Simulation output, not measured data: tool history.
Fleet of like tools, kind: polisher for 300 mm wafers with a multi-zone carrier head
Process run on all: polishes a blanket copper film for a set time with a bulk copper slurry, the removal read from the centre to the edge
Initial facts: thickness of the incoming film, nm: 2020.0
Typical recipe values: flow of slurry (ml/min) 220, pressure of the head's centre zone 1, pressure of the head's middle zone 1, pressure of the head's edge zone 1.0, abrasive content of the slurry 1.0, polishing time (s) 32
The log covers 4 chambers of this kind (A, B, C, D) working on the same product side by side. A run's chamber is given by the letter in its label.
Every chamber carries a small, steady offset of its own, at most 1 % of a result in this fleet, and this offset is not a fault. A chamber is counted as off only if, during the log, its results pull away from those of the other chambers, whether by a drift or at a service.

| run | hour | flow of slurry (ml/min) | pressure of the head's centre zone | pressure of the head's middle zone | pressure of the head's edge zone | abrasive content of the slurry | polishing time (s) | film removed at the wafer's centre (Å) | film removed at mid-radius (Å) | film removed at the wafer's edge (Å) |
|---|---|---|---|---|---|---|---|---|---|---|
| 1C | 2.9 | 220 | 1 | 1 | 1.0 | 1.0 | 32 | 2183.5 | 2266.7 | 2206.7 |
| 2A | 6.8 | 220 | 1 | 1 | 1.0 | 1.0 | 32 | 2220.1 | 2203.4 | 2248.2 |
| 3D | 12.7 | 220 | 1 | 1 | 1.0 | 1.0 | 32 | 2209.8 | 2245.8 | 2236.7 |
| 4B | 18.4 | 220 | 1 | 1 | 1.0 | 1.0 | 32 | 2203.2 | 2217.6 | 2217.2 |
|  | 21.2 | chamber C: worn pad replaced by a new one |
| 5B | 21.4 | 220 | 1 | 1 | 1.0 | 0.8 | 32 | 2075.6 | 2132.7 | 2105.9 |
| 6A | 25.3 | 220 | 1 | 1 | 1.0 | 0.8 | 32 | 2106.8 | 2098.7 | 2136.0 |
| 7D | 30.1 | 220 | 1 | 1 | 1.0 | 0.8 | 32 | 2125.0 | 2111.3 | 2118.5 |
| 8C | 33.2 | 220 | 1 | 1 | 1.0 | 0.8 | 32 | 2128.3 | 2136.4 | 2132.2 |
|  | 33.7 | chamber B: worn pad replaced by a new one |
|  | 34.8 | chamber A: worn pad replaced by a new one |
| 9A | 37.7 | 220 | 1 | 1 | 1.0 | 1.0 | 26 | 1776.1 | 1801.5 | 1794.6 |
| 10B | 42.3 | 220 | 1 | 1 | 1.0 | 1.0 | 26 | 1816.4 | 1808.9 | 1793.7 |
|  | 42.5 | chamber D: worn pad replaced by a new one |
| 11D | 46.7 | 220 | 1 | 1 | 1.0 | 1.0 | 26 | 1809.7 | 1843.7 | 1803.2 |
| 12C | 52.0 | 220 | 1 | 1 | 1.0 | 1.0 | 26 | 1834.0 | 1781.8 | 1787.0 |
| 13C | 57.7 | 220 | 1 | 1 | 1.0 | 1.0 | 32 | 2225.0 | 2210.8 | 2238.8 |
| 14A | 60.6 | 220 | 1 | 1 | 1.0 | 1.0 | 32 | 2173.3 | 2235.6 | 2223.7 |
| 15D | 65.4 | 220 | 1 | 1 | 1.0 | 1.0 | 32 | 2203.1 | 2273.1 | 2189.3 |
| 16B | 70.7 | 220 | 1 | 1 | 1.0 | 1.0 | 32 | 2240.9 | 2256.9 | 2229.4 |
| 17B | 75.7 | 220 | 1 | 1 | 1.0 | 1.0 | 32 | 2189.8 | 2241.7 | 2257.1 |
| 18A | 80.2 | 220 | 1 | 1 | 1.0 | 1.0 | 32 | 2182.7 | 2274.2 | 2205.3 |
| 19C | 84.8 | 220 | 1 | 1 | 1.0 | 1.0 | 32 | 2251.7 | 2247.6 | 2257.7 |
|  | 90.9 | chamber D: edge zone pressure recalibrated |
| 20D | 91.0 | 220 | 1 | 1 | 1.0 | 1.0 | 23 | 1598.8 | 1637.5 | 1597.0 |
| 21B | 95.0 | 220 | 1 | 1 | 1.0 | 1.0 | 23 | 1602.6 | 1598.1 | 1606.9 |
| 22A | 98.6 | 220 | 1 | 1 | 1.0 | 1.0 | 23 | 1574.7 | 1587.0 | 1584.3 |
| 23D | 102.8 | 220 | 1 | 1 | 1.0 | 1.0 | 23 | 1626.2 | 1648.2 | 1595.0 |
|  | 103.4 | chamber B: worn pad replaced by a new one |
| 24C | 106.7 | 220 | 1 | 1 | 1.0 | 1.0 | 32 | 2195.9 | 2174.0 | 2252.0 |
| 25A | 110.6 | 220 | 1 | 1 | 1.0 | 1.0 | 32 | 2223.8 | 2205.8 | 2212.3 |
| 26D | 114.5 | 220 | 1 | 1 | 1.0 | 1.0 | 32 | 2199.8 | 2249.9 | 2234.4 |
|  | 115.4 | chamber C: worn pad replaced by a new one |
| 27B | 120.2 | 220 | 1 | 1 | 1.0 | 1.0 | 32 | 2213.7 | 2288.2 | 2194.0 |
| 28C | 125.6 | 220 | 1 | 1 | 1.0 | 1.0 | 32 | 2229.0 | 2243.8 | 2194.2 |
| 29A | 130.2 | 220 | 1 | 1 | 1.0 | 1.0 | 32 | 2198.0 | 2232.3 | 2227.9 |

All 4 chambers run these settings next. Forecast each chamber's results:
| 30A | 135.0 | 220 | 1 | 1 | 0.9 | 1.0 | 32 | ? | ? | ? |
| 30B | 135.0 | 220 | 1 | 1 | 0.9 | 1.0 | 32 | ? | ? | ? |
| 30C | 135.0 | 220 | 1 | 1 | 0.9 | 1.0 | 32 | ? | ? | ? |
| 30D | 135.0 | 220 | 1 | 1 | 0.9 | 1.0 | 32 | ? | ? | ? |

| run | film removed at the wafer's centre (Å) | film removed at mid-radius (Å) | film removed at the wafer's edge (Å) |
|---|---|---|---|
| 30A | 2208.7 | 2218.4 | 2120.3 |
| 30B | 2178.3 | 2257.2 | 2092.6 |
| 30C | 2224.1 | 2323.6 | 2127.6 |
| 30D | 2266.7 | 2229.3 | 2100.7 |
